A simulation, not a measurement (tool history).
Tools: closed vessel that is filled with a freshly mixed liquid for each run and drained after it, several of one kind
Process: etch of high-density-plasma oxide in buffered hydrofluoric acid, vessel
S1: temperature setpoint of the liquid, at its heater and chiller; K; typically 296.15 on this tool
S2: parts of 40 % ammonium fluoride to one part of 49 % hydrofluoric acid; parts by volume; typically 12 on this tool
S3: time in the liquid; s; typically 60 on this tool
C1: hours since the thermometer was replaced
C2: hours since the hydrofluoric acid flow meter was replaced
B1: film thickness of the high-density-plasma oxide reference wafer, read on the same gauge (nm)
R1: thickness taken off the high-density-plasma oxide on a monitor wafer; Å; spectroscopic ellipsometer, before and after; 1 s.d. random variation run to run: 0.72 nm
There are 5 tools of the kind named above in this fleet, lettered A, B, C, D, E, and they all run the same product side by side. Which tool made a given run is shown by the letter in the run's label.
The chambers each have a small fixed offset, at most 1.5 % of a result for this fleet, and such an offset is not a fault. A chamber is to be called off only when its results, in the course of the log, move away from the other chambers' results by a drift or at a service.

Run 1C, hour 11.1: usual settings; C1 1360.8; C2 839.4; B1 140.02. Result: R1 885.12 Å.
At hour 15.8: chamber B: hydrofluoric acid flow meter replaced.
At hour 22.4: chamber A: thermometer replaced.
Run 2D, hour 23.3: usual settings; C1 1561.5; C2 81.0; B1 139.99. Result: R1 887.11 Å.
Run 3B, hour 31.3: usual settings; C1 592.7; C2 15.5; B1 140.03. Result: R1 894.47 Å.
Run 4E, hour 41.5: usual settings; C1 1880.6; C2 691.0; B1 140.00. Result: R1 892.56 Å.
Run 5A, hour 53.2: usual settings; C1 30.9; C2 512.0; B1 140.02. Result: R1 900.08 Å.
Run 6B, hour 63.6: usual settings; C1 625.0; C2 47.8; B1 139.97. Result: R1 881.06 Å.
Run 7C, hour 71.1: usual settings; C1 1420.8; C2 899.4; B1 139.98. Result: R1 878.36 Å.
At hour 76.1: chamber E: hydrofluoric acid flow meter replaced.
Run 8D, hour 83.0: usual settings; C1 1621.2; C2 140.7; B1 140.02. Result: R1 893.30 Å.
Run 9E, hour 90.0: usual settings; C1 1929.1; C2 14.0; B1 139.99. Result: R1 891.47 Å.
Run 10A, hour 97.1: usual settings; C1 74.8; C2 555.9; B1 140.01. Result: R1 907.50 Å.
Run 11D, hour 103.7: usual settings; C1 1641.9; C2 161.4; B1 140.00. Result: R1 897.37 Å.
Run 12A, hour 115.5: usual settings; C1 93.2; C2 574.3; B1 140.01. Result: R1 914.82 Å.
Run 13B, hour 121.0: usual settings but S3 35 s; C1 682.4; C2 105.2; B1 140.04. Result: R1 502.77 Å.
Run 14E, hour 131.7: usual settings but S3 35 s; C1 1970.8; C2 55.7; B1 140.02. Result: R1 515.22 Å.
Run 15C, hour 137.9: usual settings but S3 35 s; C1 1487.6; C2 966.2; B1 139.97. Result: R1 520.37 Å.
Run 16E, hour 143.5: usual settings but S3 35 s; C1 1982.6; C2 67.5; B1 140.00. Result: R1 524.86 Å.
Run 17A, hour 148.8: usual settings but S3 35 s; C1 126.5; C2 607.6; B1 139.99. Result: R1 526.51 Å.
Run 18D, hour 156.9: usual settings; C1 1695.1; C2 214.6; B1 139.96. Result: R1 884.03 Å.
Run 19C, hour 166.7: usual settings; C1 1516.4; C2 995.0; B1 140.01. Result: R1 888.04 Å.
Run 20B, hour 176.3: usual settings but S1 300.15 K, S2 7 parts by volume; C1 737.7; C2 160.5; B1 139.97. Result: R1 1855.50 Å.
Run 21C, hour 185.2: usual settings but S1 300.15 K, S2 7 parts by volume; C1 1534.9; C2 1013.5; B1 139.98. Result: R1 1854.90 Å.
Run 22B, hour 194.6: usual settings but S1 300.15 K, S2 7 parts by volume; C1 756.0; C2 178.8; B1 140.01. Result: R1 1876.90 Å.
Run 23A, hour 203.1: usual settings but S1 300.15 K, S2 7 parts by volume; C1 180.8; C2 661.9; B1 139.99. Result: R1 1900.50 Å.
Run 24E, hour 214.4: usual settings but S1 300.15 K, S2 7 parts by volume; C1 2053.5; C2 138.4; B1 140.01. Result: R1 1866.00 Å.
Run 25D, hour 226.1: usual settings; C1 1764.3; C2 283.8; B1 140.00. Result: R1 893.60 Å.
Run 26E, hour 237.9: usual settings; C1 2077.0; C2 161.9; B1 139.97. Result: R1 893.89 Å.
Run 27A, hour 250.0: usual settings; C1 227.7; C2 708.8; B1 139.99. Result: R1 938.71 Å.
Run 28D, hour 258.2: usual settings; C1 1796.4; C2 315.9; B1 140.01. Result: R1 878.32 Å.
Run 29C, hour 270.1: usual settings; C1 1619.8; C2 1098.4; B1 140.04. Result: R1 893.20 Å.
Run 30B, hour 278.1: usual settings; C1 839.5; C2 262.3; B1 139.99. Result: R1 873.82 Å.
Run 31D, hour 283.4: usual settings but S1 293.65 K, S3 75 s; C1 1821.6; C2 341.1; B1 140.05. Result: R1 960.78 Å.
Run 32E, hour 295.2: usual settings but S1 293.65 K, S3 75 s; C1 2134.3; C2 219.2; B1 139.99. Result: R1 975.71 Å.
Run 33A, hour 300.9: usual settings but S1 293.65 K, S3 75 s; C1 278.6; C2 759.7; B1 139.93. Result: R1 1048.00 Å.
Run 34B, hour 307.0: usual settings but S1 293.65 K, S3 75 s; C1 868.4; C2 291.2; B1 140.02. Result: R1 955.47 Å.
Run 35C, hour 312.6: usual settings but S1 293.65 K, S3 75 s; C1 1662.3; C2 1140.9; B1 139.96. Result: R1 968.40 Å.
Run 36D, hour 319.3: usual settings; C1 1857.5; C2 377.0; B1 140.00. Result: R1 895.45 Å.
Run 37B, hour 328.9: usual settings; C1 890.3; C2 313.1; B1 140.04. Result: R1 876.24 Å.
Run 38A, hour 338.3: usual settings; C1 316.0; C2 797.1; B1 140.02. Result: R1 964.30 Å.
Run 39E, hour 348.7: usual settings; C1 2187.8; C2 272.7; B1 140.02. Result: R1 890.18 Å.

Does one chamber stand apart from the rest, does the shared gauge drift, or is all well apart from small per-chamber offsets? Give the chamber and the most likely cause, where there is one.

One chamber, A, drifts off from the rest bit by bit.
Cause: hydrofluoric acid flow above the setpoint (%) = 8.35.
With only this log, it may be confused with: liquid hotter than its thermometer reads (K).

Which of the 4 candidates below, each the usual settings with something changed and its results left as question marks, puts chamber A back in line with what the other chambers give on the usual settings?
In line here means within this much of the mean the other chambers give on the usual settings: R1 25.00 Å
Run 40A-1, hour 357.5: usual settings but S1 295.65 K, S2 12.5 parts by volume, S3 55 s. Result: R1 ?.
Run 40A-2, hour 357.5: usual settings but S2 11.0 parts by volume. Result: R1 ?.
Run 40A-3, hour 357.5: usual settings but S3 55 s. Result: R1 ?.
Run 40A-4, hour 357.5: usual settings but S2 10.0 parts by volume. Result: R1 ?.

Usual-settings mean across the other chambers: R1 888.91 Å
  run       R1
40A-1   832.93
40A-2  1055.30
40A-3   889.89
40A-4  1125.70
Change 40A-3 lands the chamber within the allowed miss of the other chambers.
